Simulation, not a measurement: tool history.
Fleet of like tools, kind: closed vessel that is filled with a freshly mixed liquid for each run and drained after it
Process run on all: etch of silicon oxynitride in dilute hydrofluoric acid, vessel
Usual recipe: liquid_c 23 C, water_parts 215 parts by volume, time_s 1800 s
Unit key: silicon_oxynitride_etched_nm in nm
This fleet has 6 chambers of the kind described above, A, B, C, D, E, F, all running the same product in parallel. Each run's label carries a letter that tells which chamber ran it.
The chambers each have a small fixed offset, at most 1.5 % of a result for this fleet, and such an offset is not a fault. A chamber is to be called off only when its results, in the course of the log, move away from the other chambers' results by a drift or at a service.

run   hour  liquid_c  water_parts  time_s  read-back film thickness of the silicon oxynitride reference wafer, read on the same gauge (nm)  silicon_oxynitride_etched_nm
 1E    6.2        23          215    1800                                                                                           70.008                        16.465
 2A   11.5        23          215    1800                                                                                           70.014                        16.617
 3C   16.2        23          215    1800                                                                                           70.005                        16.676
 4D   20.1        23          215    1800                                                                                           69.987                        16.436
      20.5  -- chamber B: thermometer replaced
 5F   25.2        23          215    1800                                                                                           70.017                        16.797
 6B   31.8        23          215    1800                                                                                           69.992                        16.661
 7D   36.5        23          215    1800                                                                                           69.978                        16.526
 8C   42.5        23          215    1800                                                                                           69.999                        16.546
 9B   46.9        23          215    1800                                                                                           70.028                        16.669
10A   52.7        23          215    1800                                                                                           69.996                        16.673
11F   58.7        23          215    1800                                                                                           70.013                        16.691
12E   62.1        26          115    1800                                                                                           70.021                        37.497
13B   65.9        26          115    1800                                                                                           69.999                        38.671
14F   70.2        26          115    1800                                                                                            69.99                        38.161
15C   75.1        26          115    1800                                                                                           70.012                        38.933
16E   80.2        26          115    1800                                                                                           70.007                        37.531
17A   86.6        26          115    1800                                                                                           70.008                        38.471
18D   90.3        23          215    1800                                                                                           70.016                        16.413
19C   93.7        23          215    1800                                                                                           69.976                        16.693
20D   97.7        23          215    1800                                                                                           70.008                        16.345
21F  104.2        23          215    1800                                                                                           69.991                        16.745
22B  110.7        21          285    1800                                                                                           69.986                        10.992
23A  115.6        21          285    1800                                                                                           69.964                        11.007
24E    122        21          285    1800                                                                                           69.992                        10.871
25E  125.5        21          285    1800                                                                                           69.972                        10.845
26A  129.1        21          285    1800                                                                                           69.993                        10.959
27C  132.7        21          285    1800                                                                                           69.997                        10.898
28B  139.8        23          215    1800                                                                                               70                         16.67
29F    144        23          265    1800                                                                                           69.975                        13.224
30D  147.2        23          265    1800                                                                                           69.993                        12.735
31E  150.5        23          265    1800                                                                                           70.013                        12.936
32D  157.7        23          265    1800                                                                                           70.042                         12.68
33B  161.8        23          265    1800                                                                                           70.005                        13.075
34C    169        23          265    1800                                                                                           70.018                        12.955
35F  174.8      18.5          290    1800                                                                                           70.005                        9.7011
36A  179.2      18.5          290    1800                                                                                           70.002                          9.62
37E  182.5      18.5          290    1800                                                                                           70.012                        9.5884

Predict what each chamber gives when all 6 of them run the settings below next.
38A  187.8        23          215    1800                                                                                                                              ?
38B  187.8        23          215    1800                                                                                                                              ?
38C  187.8        23          215    1800                                                                                                                              ?
38D  187.8        23          215    1800                                                                                                                              ?
38E  187.8        23          215    1800                                                                                                                              ?
38F  187.8        23          215    1800                                                                                                                              ?

run  silicon_oxynitride_etched_nm
38A                        16.627
38B                        16.738
38C                        16.683
38D                        16.155
38E                        16.511
38F                        16.725
